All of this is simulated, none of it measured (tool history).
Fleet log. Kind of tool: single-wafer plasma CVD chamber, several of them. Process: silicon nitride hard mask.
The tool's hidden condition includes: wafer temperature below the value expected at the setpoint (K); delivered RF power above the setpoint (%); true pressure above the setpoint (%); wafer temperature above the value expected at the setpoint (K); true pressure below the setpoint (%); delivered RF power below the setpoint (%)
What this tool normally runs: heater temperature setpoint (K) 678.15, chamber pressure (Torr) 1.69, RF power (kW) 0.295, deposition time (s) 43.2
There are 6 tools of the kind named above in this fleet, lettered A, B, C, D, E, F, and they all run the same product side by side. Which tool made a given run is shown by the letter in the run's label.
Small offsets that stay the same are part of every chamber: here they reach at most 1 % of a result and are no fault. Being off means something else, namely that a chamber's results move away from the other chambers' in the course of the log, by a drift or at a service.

| run | hour | heater temperature setpoint (K) | chamber pressure (Torr) | RF power (kW) | deposition time (s) | hours since the last thermocouple change | hours since the last RF generator calibration | hours since the last manometer calibration | read-back reference wafer on the same gauge, thickness_nm | mean film thickness on the monitor wafer (nm) |
|---|---|---|---|---|---|---|---|---|---|---|
| 1C | 6.8 | 678.15 | 1.69 | 0.295 | 43.2 | 476.4 | 868.2 | 475.6 | 44.047 | 50.478 |
| 2D | 12.2 | 678.15 | 1.69 | 0.295 | 43.2 | 1188.2 | 696.3 | 977.9 | 44.1 | 49.509 |
| 3E | 19.3 | 678.15 | 1.69 | 0.295 | 43.2 | 626.8 | 1165 | 1007.6 | 44.123 | 50.209 |
| 4A | 29.7 | 678.15 | 1.69 | 0.295 | 43.2 | 1783.5 | 776.4 | 1384.7 | 44.094 | 50.897 |
| 5F | 35 | 678.15 | 1.69 | 0.34 | 46 | 2240 | 877.1 | 560 | 44.135 | 58.479 |
| 6B | 40.8 | 678.15 | 1.69 | 0.34 | 46 | 776.3 | 1012.3 | 949.8 | 44.122 | 58.516 |
| 7E | 48.5 | 678.15 | 1.69 | 0.34 | 46 | 656 | 1194.2 | 1036.8 | 44.127 | 58.107 |
| 8C | 59 | 678.15 | 1.69 | 0.34 | 46 | 528.6 | 920.4 | 527.8 | 44.138 | 58.418 |
| 9D | 64.7 | 678.15 | 1.69 | 0.34 | 46 | 1240.7 | 748.8 | 1030.4 | 44.043 | 56.985 |
| 10A | 70.2 | 678.15 | 1.69 | 0.34 | 46 | 1824 | 816.9 | 1425.2 | 44.184 | 58.988 |
|  | 75.6 | chamber F: RF generator calibrated |
| 11F | 79 | 691.15 | 1.69 | 0.295 | 43.2 | 2284 | 3.5 | 604 | 44.019 | 49.256 |
| 12B | 88.7 | 691.15 | 1.69 | 0.295 | 43.2 | 824.2 | 1060.2 | 997.7 | 44.123 | 49.865 |
| 13E | 94 | 691.15 | 1.69 | 0.295 | 43.2 | 701.5 | 1239.7 | 1082.3 | 44.07 | 48.947 |
| 14D | 102 | 691.15 | 1.69 | 0.295 | 43.2 | 1278 | 786.1 | 1067.7 | 44.085 | 49.194 |
| 15C | 111.2 | 691.15 | 1.69 | 0.295 | 43.2 | 580.8 | 972.6 | 580 | 44.083 | 50.1 |
| 16F | 120.9 | 691.15 | 1.69 | 0.295 | 43.2 | 2325.9 | 45.4 | 645.9 | 44.082 | 49.563 |
| 17B | 129.7 | 678.15 | 1.69 | 0.295 | 43.2 | 865.2 | 1101.2 | 1038.7 | 44.117 | 49.66 |
| 18A | 139.3 | 678.15 | 1.69 | 0.295 | 43.2 | 1893.1 | 886 | 1494.3 | 44.073 | 50.325 |
| 19F | 149.1 | 678.15 | 1.69 | 0.295 | 43.2 | 2354.1 | 73.6 | 674.1 | 44.103 | 49.679 |
| 20D | 159.3 | 678.15 | 1.69 | 0.295 | 43.2 | 1335.3 | 843.4 | 1125 | 44.161 | 49.537 |
| 21C | 168.9 | 678.15 | 1.69 | 0.295 | 43.2 | 638.5 | 1030.3 | 637.7 | 44.116 | 50.293 |
| 22E | 174.8 | 678.15 | 1.69 | 0.295 | 43.2 | 782.3 | 1320.5 | 1163.1 | 44.069 | 49.456 |
| 23A | 185.5 | 678.15 | 1.69 | 0.295 | 43.2 | 1939.3 | 932.2 | 1540.5 | 44.087 | 50.306 |
| 24B | 192.4 | 678.15 | 1.69 | 0.295 | 43.2 | 927.9 | 1163.9 | 1101.4 | 44.055 | 49.601 |
| 25F | 202.6 | 678.15 | 1.69 | 0.295 | 43.2 | 2407.6 | 127.1 | 727.6 | 44.082 | 49.749 |
| 26D | 210.1 | 678.15 | 1.69 | 0.295 | 43.2 | 1386.1 | 894.2 | 1175.8 | 44.095 | 49.276 |
| 27A | 215.4 | 678.15 | 1.69 | 0.295 | 43.2 | 1969.2 | 962.1 | 1570.4 | 44.117 | 50.753 |
| 28E | 223.8 | 678.15 | 1.69 | 0.295 | 43.2 | 831.3 | 1369.5 | 1212.1 | 44.113 | 50.2 |
| 29C | 232.4 | 678.15 | 1.69 | 0.295 | 43.2 | 702 | 1093.8 | 701.2 | 44.066 | 50.121 |
| 30B | 238.4 | 678.15 | 1.69 | 0.295 | 43.2 | 973.9 | 1209.9 | 1147.4 | 44.122 | 50.01 |
| 31A | 246.5 | 678.15 | 1.69 | 0.295 | 43.2 | 2000.3 | 993.2 | 1601.5 | 44.099 | 50.675 |
| 32D | 253.5 | 678.15 | 1.69 | 0.295 | 43.2 | 1429.5 | 937.6 | 1219.2 | 44.108 | 49.415 |
| 33F | 260.1 | 678.15 | 1.69 | 0.335 | 43.2 | 2465.1 | 184.6 | 785.1 | 44.051 | 53.416 |
| 34E | 270.5 | 678.15 | 1.69 | 0.335 | 43.2 | 878 | 1416.2 | 1258.8 | 44.118 | 54.443 |
|  | 274.5 | chamber D: RF generator calibrated |
| 35B | 277.6 | 678.15 | 1.69 | 0.335 | 43.2 | 1013.1 | 1249.1 | 1186.6 | 44.065 | 54.164 |
| 36C | 282.7 | 678.15 | 1.69 | 0.335 | 43.2 | 752.3 | 1144.1 | 751.5 | 44.124 | 55.065 |
| 37A | 289 | 678.15 | 1.69 | 0.335 | 43.2 | 2042.8 | 1035.7 | 1644 | 44.076 | 54.582 |
| 38F | 297.7 | 678.15 | 1.69 | 0.335 | 43.2 | 2502.7 | 222.2 | 822.7 | 44.081 | 54.324 |
| 39D | 305.7 | 668.15 | 1.36 | 0.295 | 43.2 | 1481.7 | 31.3 | 1271.4 | 44.08 | 47.09 |
|  | 305.9 | chamber E: capacitance manometer re-zeroed and calibrated |
| 40C | 315.7 | 668.15 | 1.36 | 0.295 | 43.2 | 785.3 | 1177.1 | 784.5 | 44.067 | 47.652 |
| 41B | 321.2 | 668.15 | 1.36 | 0.295 | 43.2 | 1056.7 | 1292.7 | 1230.2 | 44.085 | 46.891 |
| 42E | 327.2 | 668.15 | 1.36 | 0.295 | 43.2 | 934.7 | 1472.9 | 21.4 | 44.06 | 46.876 |
| 43C | 334 | 668.15 | 1.36 | 0.295 | 43.2 | 803.6 | 1195.4 | 802.8 | 44.099 | 47.597 |

All chambers now run identical settings, listed one chamber a line with results as question marks. What results will each chamber show?
| 44A | 341.8 | 684.15 | 1.69 | 0.295 | 43.2 |  |  |  |  | ? |
| 44B | 341.8 | 684.15 | 1.69 | 0.295 | 43.2 |  |  |  |  | ? |
| 44C | 341.8 | 684.15 | 1.69 | 0.295 | 43.2 |  |  |  |  | ? |
| 44D | 341.8 | 684.15 | 1.69 | 0.295 | 43.2 |  |  |  |  | ? |
| 44E | 341.8 | 684.15 | 1.69 | 0.295 | 43.2 |  |  |  |  | ? |
| 44F | 341.8 | 684.15 | 1.69 | 0.295 | 43.2 |  |  |  |  | ? |

| run | mean film thickness on the monitor wafer (nm) |
|---|---|
| 44A | 50.287 |
| 44B | 49.725 |
| 44C | 49.869 |
| 44D | 48.951 |
| 44E | 49.877 |
| 44F | 49.377 |
